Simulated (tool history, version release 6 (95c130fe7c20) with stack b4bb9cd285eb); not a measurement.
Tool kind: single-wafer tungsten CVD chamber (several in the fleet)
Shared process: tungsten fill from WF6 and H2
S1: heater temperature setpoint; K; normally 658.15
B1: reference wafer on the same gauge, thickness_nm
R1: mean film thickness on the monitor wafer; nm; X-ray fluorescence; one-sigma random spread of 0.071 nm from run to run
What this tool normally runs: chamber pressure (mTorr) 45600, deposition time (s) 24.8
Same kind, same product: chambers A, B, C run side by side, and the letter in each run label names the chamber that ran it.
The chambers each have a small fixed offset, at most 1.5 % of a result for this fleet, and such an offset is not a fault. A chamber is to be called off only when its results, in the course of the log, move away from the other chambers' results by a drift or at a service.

{"run": "1A", "hour": 6.7, "S1": 658.15, "chamber pressure (mTorr)": 45600, "deposition time (s)": 24.8, "B1": 73.903, "R1": 66.328}
{"run": "2C", "hour": 15.9, "S1": 658.15, "chamber pressure (mTorr)": 45600, "deposition time (s)": 24.8, "B1": 73.916, "R1": 66.65}
{"run": "3B", "hour": 23.6, "S1": 658.15, "chamber pressure (mTorr)": 45600, "deposition time (s)": 24.8, "B1": 73.925, "R1": 66.88}
{"run": "4B", "hour": 31.2, "S1": 658.15, "chamber pressure (mTorr)": 45600, "deposition time (s)": 24.8, "B1": 73.955, "R1": 66.781}
{"run": "5A", "hour": 40.1, "S1": 658.15, "chamber pressure (mTorr)": 45600, "deposition time (s)": 24.8, "B1": 73.96, "R1": 66.297}
{"run": "6C", "hour": 46.8, "S1": 658.15, "chamber pressure (mTorr)": 45600, "deposition time (s)": 24.8, "B1": 73.962, "R1": 66.707}
{"run": "7A", "hour": 52.4, "S1": 658.15, "chamber pressure (mTorr)": 45600, "deposition time (s)": 24.8, "B1": 73.945, "R1": 66.342}
{"run": "8B", "hour": 63.3, "S1": 658.15, "chamber pressure (mTorr)": 45600, "deposition time (s)": 24.8, "B1": 73.953, "R1": 66.736}
{"run": "9C", "hour": 75.5, "S1": 658.15, "chamber pressure (mTorr)": 45600, "deposition time (s)": 24.8, "B1": 73.978, "R1": 66.52}
{"run": "10B", "hour": 83.7, "S1": 652.15, "chamber pressure (mTorr)": 45600, "deposition time (s)": 29.4, "B1": 74.012, "R1": 70.342}
{"run": "11A", "hour": 94.5, "S1": 652.15, "chamber pressure (mTorr)": 45600, "deposition time (s)": 29.4, "B1": 74.009, "R1": 69.993}
{"run": "12C", "hour": 106.8, "S1": 652.15, "chamber pressure (mTorr)": 45600, "deposition time (s)": 29.4, "B1": 74.023, "R1": 70.126}
{"run": "13A", "hour": 117.7, "S1": 658.15, "chamber pressure (mTorr)": 56400, "deposition time (s)": 23.3, "B1": 74.056, "R1": 68.646}
{"run": "14C", "hour": 127.8, "S1": 658.15, "chamber pressure (mTorr)": 56400, "deposition time (s)": 23.3, "B1": 74.074, "R1": 68.98}
{"run": "15B", "hour": 135.5, "S1": 658.15, "chamber pressure (mTorr)": 56400, "deposition time (s)": 23.3, "B1": 74.057, "R1": 69.022}
{"run": "16A", "hour": 147.0, "S1": 665.15, "chamber pressure (mTorr)": 45600, "deposition time (s)": 21.4, "B1": 74.077, "R1": 65.492}
{"run": "17C", "hour": 156.2, "S1": 665.15, "chamber pressure (mTorr)": 45600, "deposition time (s)": 21.4, "B1": 74.088, "R1": 65.974}
{"run": "18B", "hour": 163.6, "S1": 665.15, "chamber pressure (mTorr)": 45600, "deposition time (s)": 21.4, "B1": 74.109, "R1": 66.284}
{"run": "19B", "hour": 173.2, "S1": 648.15, "chamber pressure (mTorr)": 45600, "deposition time (s)": 20.6, "B1": 74.105, "R1": 45.485}
{"run": "20C", "hour": 179.9, "S1": 648.15, "chamber pressure (mTorr)": 45600, "deposition time (s)": 20.6, "B1": 74.11, "R1": 45.345}
{"run": "21A", "hour": 190.3, "S1": 648.15, "chamber pressure (mTorr)": 45600, "deposition time (s)": 20.6, "B1": 74.135, "R1": 45.184}
{"run": "22A", "hour": 197.9, "S1": 658.15, "chamber pressure (mTorr)": 45600, "deposition time (s)": 24.8, "B1": 74.143, "R1": 66.476}
{"run": "23C", "hour": 205.9, "S1": 658.15, "chamber pressure (mTorr)": 45600, "deposition time (s)": 24.8, "B1": 74.174, "R1": 66.755}
{"run": "24B", "hour": 215.6, "S1": 658.15, "chamber pressure (mTorr)": 45600, "deposition time (s)": 24.8, "B1": 74.148, "R1": 67.027}
{"run": "25B", "hour": 221.0, "S1": 658.15, "chamber pressure (mTorr)": 45600, "deposition time (s)": 24.8, "B1": 74.164, "R1": 67.027}
{"run": "26C", "hour": 233.1, "S1": 658.15, "chamber pressure (mTorr)": 45600, "deposition time (s)": 24.8, "B1": 74.195, "R1": 66.82}
{"run": "27A", "hour": 240.0, "S1": 658.15, "chamber pressure (mTorr)": 45600, "deposition time (s)": 24.8, "B1": 74.196, "R1": 66.566}
{"run": "28C", "hour": 252.2, "S1": 645.15, "chamber pressure (mTorr)": 45600, "deposition time (s)": 27, "B1": 74.2, "R1": 55.887}
{"run": "29B", "hour": 259.9, "S1": 645.15, "chamber pressure (mTorr)": 45600, "deposition time (s)": 27, "B1": 74.216, "R1": 56.062}
{"run": "30A", "hour": 266.3, "S1": 645.15, "chamber pressure (mTorr)": 45600, "deposition time (s)": 27, "B1": 74.205, "R1": 55.931}

Is one chamber off against the others, does the gauge drift, or is nothing wrong? If a chamber is off, say which, and what the likeliest cause is.

No chamber is off; the gauge reading every chamber's wafers drifts, which makes the whole fleet appear to move together.
Cause: gauge reads high (%) = 0.445.
